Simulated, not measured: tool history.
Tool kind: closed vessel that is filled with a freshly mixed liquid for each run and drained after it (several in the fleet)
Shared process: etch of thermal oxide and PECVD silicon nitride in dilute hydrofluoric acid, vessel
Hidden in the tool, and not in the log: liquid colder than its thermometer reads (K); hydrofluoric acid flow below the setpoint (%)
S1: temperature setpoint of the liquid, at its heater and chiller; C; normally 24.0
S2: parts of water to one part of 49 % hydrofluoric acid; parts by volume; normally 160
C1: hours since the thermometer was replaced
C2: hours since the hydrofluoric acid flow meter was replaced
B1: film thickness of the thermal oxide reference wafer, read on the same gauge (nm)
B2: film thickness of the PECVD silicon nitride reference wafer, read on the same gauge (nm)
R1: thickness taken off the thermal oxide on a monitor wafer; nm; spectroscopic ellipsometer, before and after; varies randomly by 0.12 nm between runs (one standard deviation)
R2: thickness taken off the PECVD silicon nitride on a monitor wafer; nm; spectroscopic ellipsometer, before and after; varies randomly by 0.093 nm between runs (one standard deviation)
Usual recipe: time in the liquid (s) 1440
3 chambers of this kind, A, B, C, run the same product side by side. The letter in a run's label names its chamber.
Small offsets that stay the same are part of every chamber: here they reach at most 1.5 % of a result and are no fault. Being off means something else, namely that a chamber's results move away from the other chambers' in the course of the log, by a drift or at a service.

run 1B hour=6.3 | S1=24.0 S2=160 time_in_the_liquid_(s)=1440 | C1=1638.1 C2=1088.6 | B1=140.01 B2=140.00 | R1=39.108 R2=15.2770
run 2A hour=17.7 | S1=24.0 S2=160 time_in_the_liquid_(s)=1440 | C1=346.0 C2=119.7 | B1=140.00 B2=139.99 | R1=39.066 R2=15.7530
-- hour=23.2 chamber C: hydrofluoric acid flow meter replaced
run 3C hour=29.0 | S1=24.0 S2=160 time_in_the_liquid_(s)=1440 | C1=256.3 C2=5.9 | B1=140.00 B2=139.99 | R1=39.451 R2=15.4420
run 4A hour=35.6 | S1=24.0 S2=160 time_in_the_liquid_(s)=1440 | C1=363.9 C2=137.6 | B1=139.99 B2=140.01 | R1=38.546 R2=15.4710
run 5B hour=43.3 | S1=24.0 S2=160 time_in_the_liquid_(s)=1440 | C1=1675.1 C2=1125.6 | B1=140.00 B2=139.97 | R1=39.207 R2=15.2620
run 6C hour=51.6 | S1=28.0 S2=160 time_in_the_liquid_(s)=2050 | C1=278.9 C2=28.5 | B1=139.98 B2=139.98 | R1=64.925 R2=28.0530
run 7A hour=57.2 | S1=28.0 S2=160 time_in_the_liquid_(s)=2050 | C1=385.5 C2=159.2 | B1=139.99 B2=139.96 | R1=63.956 R2=28.6430
run 8C hour=65.5 | S1=28.0 S2=160 time_in_the_liquid_(s)=2050 | C1=292.8 C2=42.4 | B1=140.00 B2=140.01 | R1=64.881 R2=28.2660
run 9B hour=74.8 | S1=24.0 S2=160 time_in_the_liquid_(s)=1440 | C1=1706.6 C2=1157.1 | B1=140.01 B2=140.01 | R1=39.148 R2=15.2900
run 10B hour=82.7 | S1=24.0 S2=160 time_in_the_liquid_(s)=1440 | C1=1714.5 C2=1165.0 | B1=140.01 B2=140.00 | R1=39.249 R2=15.2720
run 11C hour=92.8 | S1=24.0 S2=185 time_in_the_liquid_(s)=685 | C1=320.1 C2=69.7 | B1=140.01 B2=140.01 | R1=15.740 R2=6.3342
run 12A hour=99.1 | S1=24.0 S2=185 time_in_the_liquid_(s)=685 | C1=427.4 C2=201.1 | B1=140.01 B2=140.00 | R1=15.572 R2=6.4384
run 13A hour=109.5 | S1=24.0 S2=185 time_in_the_liquid_(s)=685 | C1=437.8 C2=211.5 | B1=140.00 B2=140.00 | R1=15.483 R2=6.5127
run 14B hour=117.7 | S1=24.0 S2=160 time_in_the_liquid_(s)=1440 | C1=1749.5 C2=1200.0 | B1=140.01 B2=139.98 | R1=39.160 R2=15.2810
run 15C hour=126.7 | S1=24.0 S2=160 time_in_the_liquid_(s)=1440 | C1=354.0 C2=103.6 | B1=140.00 B2=140.00 | R1=39.367 R2=15.3800
run 16C hour=132.5 | S1=24.0 S2=160 time_in_the_liquid_(s)=1440 | C1=359.8 C2=109.4 | B1=140.00 B2=139.99 | R1=39.433 R2=15.4910
run 17A hour=138.7 | S1=24.0 S2=160 time_in_the_liquid_(s)=1440 | C1=467.0 C2=240.7 | B1=140.01 B2=139.99 | R1=38.608 R2=15.5180
run 18B hour=149.5 | S1=24.0 S2=160 time_in_the_liquid_(s)=1440 | C1=1781.3 C2=1231.8 | B1=139.98 B2=139.99 | R1=39.129 R2=15.4570
run 19C hour=158.7 | S1=24.0 S2=160 time_in_the_liquid_(s)=1440 | C1=386.0 C2=135.6 | B1=140.00 B2=139.99 | R1=39.493 R2=15.3740
run 20B hour=169.6 | S1=24.0 S2=160 time_in_the_liquid_(s)=1440 | C1=1801.4 C2=1251.9 | B1=139.98 B2=140.02 | R1=39.112 R2=15.2200
run 21A hour=175.1 | S1=24.0 S2=160 time_in_the_liquid_(s)=1440 | C1=503.4 C2=277.1 | B1=139.99 B2=140.00 | R1=38.762 R2=15.5030
run 22A hour=180.8 | S1=19.5 S2=160 time_in_the_liquid_(s)=1090 | C1=509.1 C2=282.8 | B1=140.01 B2=139.99 | R1=24.654 R2=8.7144
run 23C hour=190.9 | S1=19.5 S2=160 time_in_the_liquid_(s)=1090 | C1=418.2 C2=167.8 | B1=139.99 B2=140.02 | R1=25.073 R2=8.7654
run 24B hour=198.0 | S1=19.5 S2=160 time_in_the_liquid_(s)=1090 | C1=1829.8 C2=1280.3 | B1=140.02 B2=140.01 | R1=25.017 R2=8.6007
run 25C hour=205.3 | S1=24.0 S2=160 time_in_the_liquid_(s)=1440 | C1=432.6 C2=182.2 | B1=139.98 B2=140.02 | R1=39.595 R2=15.2930
run 26A hour=210.8 | S1=24.0 S2=160 time_in_the_liquid_(s)=1440 | C1=539.1 C2=312.8 | B1=140.02 B2=139.99 | R1=38.850 R2=15.5590
run 27B hour=218.0 | S1=24.0 S2=160 time_in_the_liquid_(s)=1440 | C1=1849.8 C2=1300.3 | B1=140.00 B2=139.99 | R1=39.143 R2=15.3630
run 28A hour=225.7 | S1=24.0 S2=160 time_in_the_liquid_(s)=1440 | C1=554.0 C2=327.7 | B1=140.02 B2=140.01 | R1=39.002 R2=15.6220
run 29B hour=236.5 | S1=24.0 S2=160 time_in_the_liquid_(s)=1440 | C1=1868.3 C2=1318.8 | B1=140.02 B2=140.00 | R1=39.136 R2=15.2490
run 30C hour=247.6 | S1=24.0 S2=160 time_in_the_liquid_(s)=1440 | C1=474.9 C2=224.5 | B1=140.01 B2=139.98 | R1=39.234 R2=15.5040
run 31C hour=255.7 | S1=24.0 S2=160 time_in_the_liquid_(s)=1440 | C1=483.0 C2=232.6 | B1=139.99 B2=140.00 | R1=39.180 R2=15.4570
run 32A hour=264.0 | S1=24.0 S2=160 time_in_the_liquid_(s)=1440 | C1=592.3 C2=366.0 | B1=140.00 B2=139.99 | R1=38.880 R2=15.5810
run 33B hour=275.1 | S1=24.0 S2=160 time_in_the_liquid_(s)=1440 | C1=1906.9 C2=1357.4 | B1=140.02 B2=139.99 | R1=39.195 R2=15.2700
run 34A hour=280.8 | S1=24.0 S2=160 time_in_the_liquid_(s)=1440 | C1=609.1 C2=382.8 | B1=139.99 B2=139.98 | R1=38.656 R2=15.5960
run 35B hour=292.5 | S1=24.0 S2=160 time_in_the_liquid_(s)=1440 | C1=1924.3 C2=1374.8 | B1=140.01 B2=139.99 | R1=39.029 R2=15.3030
run 36C hour=299.6 | S1=24.0 S2=160 time_in_the_liquid_(s)=1440 | C1=526.9 C2=276.5 | B1=140.01 B2=139.98 | R1=39.486 R2=15.3090
run 37A hour=309.8 | S1=24.0 S2=160 time_in_the_liquid_(s)=1440 | C1=638.1 C2=411.8 | B1=140.00 B2=140.01 | R1=38.569 R2=15.4800
run 38C hour=321.7 | S1=24.0 S2=160 time_in_the_liquid_(s)=1440 | C1=549.0 C2=298.6 | B1=139.99 B2=140.01 | R1=39.514 R2=15.5120
run 39B hour=332.5 | S1=24.0 S2=160 time_in_the_liquid_(s)=1440 | C1=1964.3 C2=1414.8 | B1=140.00 B2=139.98 | R1=39.173 R2=15.3480
run 40B hour=340.9 | S1=24.0 S2=160 time_in_the_liquid_(s)=1440 | C1=1972.7 C2=1423.2 | B1=139.99 B2=139.99 | R1=39.404 R2=15.2240
run 41C hour=346.9 | S1=24.0 S2=160 time_in_the_liquid_(s)=1885 | C1=574.2 C2=323.8 | B1=140.00 B2=140.02 | R1=51.861 R2=20.0830
run 42A hour=352.4 | S1=24.0 S2=160 time_in_the_liquid_(s)=1885 | C1=680.7 C2=454.4 | B1=139.98 B2=140.00 | R1=50.421 R2=20.4290
-- hour=354.8 chamber A: thermometer replaced
run 43A hour=362.2 | S1=24.0 S2=160 time_in_the_liquid_(s)=1885 | C1=7.4 C2=464.2 | B1=140.01 B2=140.01 | R1=50.644 R2=20.5570
run 44C hour=368.3 | S1=24.0 S2=160 time_in_the_liquid_(s)=1440 | C1=595.6 C2=345.2 | B1=139.98 B2=140.02 | R1=39.455 R2=15.4480

Each of the 3 chambers runs these same settings next. Fill in every chamber's results:
run 45A hour=376.8 | S1=24.0 S2=185 time_in_the_liquid_(s)=1440 | R1=? R2=?
run 45B hour=376.8 | S1=24.0 S2=185 time_in_the_liquid_(s)=1440 | R1=? R2=?
run 45C hour=376.8 | S1=24.0 S2=185 time_in_the_liquid_(s)=1440 | R1=? R2=?

run=45A R1=32.775 R2=13.5090
run=45B R1=32.871 R2=13.1970
run=45C R1=32.991 R2=13.4020
